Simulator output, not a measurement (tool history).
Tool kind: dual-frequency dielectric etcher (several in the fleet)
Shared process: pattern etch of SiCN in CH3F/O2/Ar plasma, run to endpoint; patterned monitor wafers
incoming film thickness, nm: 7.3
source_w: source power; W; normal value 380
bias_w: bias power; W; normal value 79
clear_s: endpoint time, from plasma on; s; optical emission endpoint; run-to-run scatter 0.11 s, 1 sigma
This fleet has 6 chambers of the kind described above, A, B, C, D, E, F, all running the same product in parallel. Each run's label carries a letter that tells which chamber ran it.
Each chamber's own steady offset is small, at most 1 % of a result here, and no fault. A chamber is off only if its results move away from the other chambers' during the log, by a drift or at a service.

run   hour  source_w  bias_w  hours since the last wet clean  hours since the last source power generator calibration  hours since the last bias power generator calibration  clear_s
 1F    2.2       380      79                           284.2                                                    297.7                                                 3110.0   19.319
 2B    6.2       380      79                           342.7                                                   3173.6                                                  686.5   18.999
 3C    8.7       380      79                            60.5                                                    250.6                                                 2608.5   19.046
 4D   11.6       380      79                           316.9                                                   2183.5                                                 2437.2   19.214
 5E   14.2       380      79                           167.0                                                   4327.7                                                 3180.8   19.618
 6A   17.9       470      67                           207.9                                                   1110.3                                                 1092.4   18.915
 7B   21.2       470      67                           357.7                                                   3188.6                                                  701.5   18.603
 8A   23.6       470      67                           213.6                                                   1116.0                                                 1098.1   18.951
 9F   27.8       470      67                           309.8                                                    323.3                                                 3135.6   18.893
10E   31.3       470      67                           184.1                                                   4344.8                                                 3197.9   19.034
      34.4  -- chamber B: wet clean of the chamber
11D   34.9       470      67                           340.2                                                   2206.8                                                 2460.5   18.894
12C   39.2       380      79                            91.0                                                    281.1                                                 2639.0   19.101
13D   43.0       380      79                           348.3                                                   2214.9                                                 2468.6   19.464
14B   46.5       380      79                            12.1                                                   3213.9                                                  726.8   19.119
15F   50.7       380      79                           332.7                                                    346.2                                                 3158.5   19.127
16E   53.0       380      79                           205.8                                                   4366.5                                                 3219.6   19.495
17A   55.6       380      79                           245.6                                                   1148.0                                                 1130.1   19.313
18C   59.9       380      79                           111.7                                                    301.8                                                 2659.7   19.010
19B   62.8       290      68                            28.4                                                   3230.2                                                  743.1   22.258
20F   65.9       290      68                           347.9                                                    361.4                                                 3173.7   22.540
      66.9  -- chamber F: wet clean of the chamber
21C   68.1       290      68                           119.9                                                    310.0                                                 2667.9   22.119
22A   71.3       290      68                           261.3                                                   1163.7                                                 1145.8   22.530
23D   74.1       290      68                           379.4                                                   2246.0                                                 2499.7   22.816
24E   76.8       290      68                           229.6                                                   4390.3                                                 3243.4   22.754
25B   79.7       380      79                            45.3                                                   3247.1                                                  760.0   19.106
26E   83.3       380      79                           236.1                                                   4396.8                                                 3249.9   19.301
27A   86.7       380      79                           276.7                                                   1179.1                                                 1161.2   19.225
28C   89.6       380      79                           141.4                                                    331.5                                                 2689.4   18.840
29F   92.0       380      79                            25.1                                                    387.5                                                 3199.8   19.190
30D   95.1       380      79                           400.4                                                   2267.0                                                 2520.7   19.824
31E   99.1       300      64                           251.9                                                   4412.6                                                 3265.7   22.804
32C  102.5       300      64                           154.3                                                    344.4                                                 2702.3   22.512
33A  104.8       300      64                           294.8                                                   1197.2                                                 1179.3   22.937
34F  107.8       300      64                            40.9                                                    403.3                                                 3215.6   22.846
35D  111.6       300      64                           416.9                                                   2283.5                                                 2537.2   23.393
36B  115.2       300      64                            80.8                                                   3282.6                                                  795.5   22.393
37D  117.4       380      79                           422.7                                                   2289.3                                                 2543.0   19.958
38C  120.5       380      79                           172.3                                                    362.4                                                 2720.3   19.006
39F  124.5       470      71                            57.6                                                    420.0                                                 3232.3   18.638
40B  126.7       470      71                            92.3                                                   3294.1                                                  807.0   18.365
41E  131.0       470      71                           283.8                                                   4444.5                                                 3297.6   18.699
42A  134.8       470      71                           324.8                                                   1227.2                                                 1209.3   18.468
43D  137.3       470      71                           442.6                                                   2309.2                                                 2562.9   19.254

Read the log: is a single chamber off, either drifting away or since a service, is the gauge that measures every chamber drifting, or is nothing wrong beyond small per-chamber offsets? Name any odd chamber and what most likely caused it.

Little by little, chamber D moves away from the other chambers.
What lies behind it: etch rate under this chamber's usual, % = 5.23.

Below are 4 candidate recipes for chamber D's next run, each the usual settings with a change, their results shown as question marks. Which of them brings D's results back in line with what the other chambers give on the usual settings?
In line here means within this much of the mean the other chambers give on the usual settings: clear_s 0.380 s
44D-1  140.9       410      84                                                                                                                                                        ?
44D-2  140.9       330      71                                                                                                                                                        ?
44D-3  140.9       350      74                                                                                                                                                        ?
44D-4  140.9       430      87                                                                                                                                                        ?

On the usual settings, the other chambers give on average: clear_s 19.221 s
  run  clear_s
44D-1   19.187
44D-2   22.114
44D-3   21.311
44D-4   18.609
Change 44D-1 lands the chamber within the allowed miss of the other chambers.

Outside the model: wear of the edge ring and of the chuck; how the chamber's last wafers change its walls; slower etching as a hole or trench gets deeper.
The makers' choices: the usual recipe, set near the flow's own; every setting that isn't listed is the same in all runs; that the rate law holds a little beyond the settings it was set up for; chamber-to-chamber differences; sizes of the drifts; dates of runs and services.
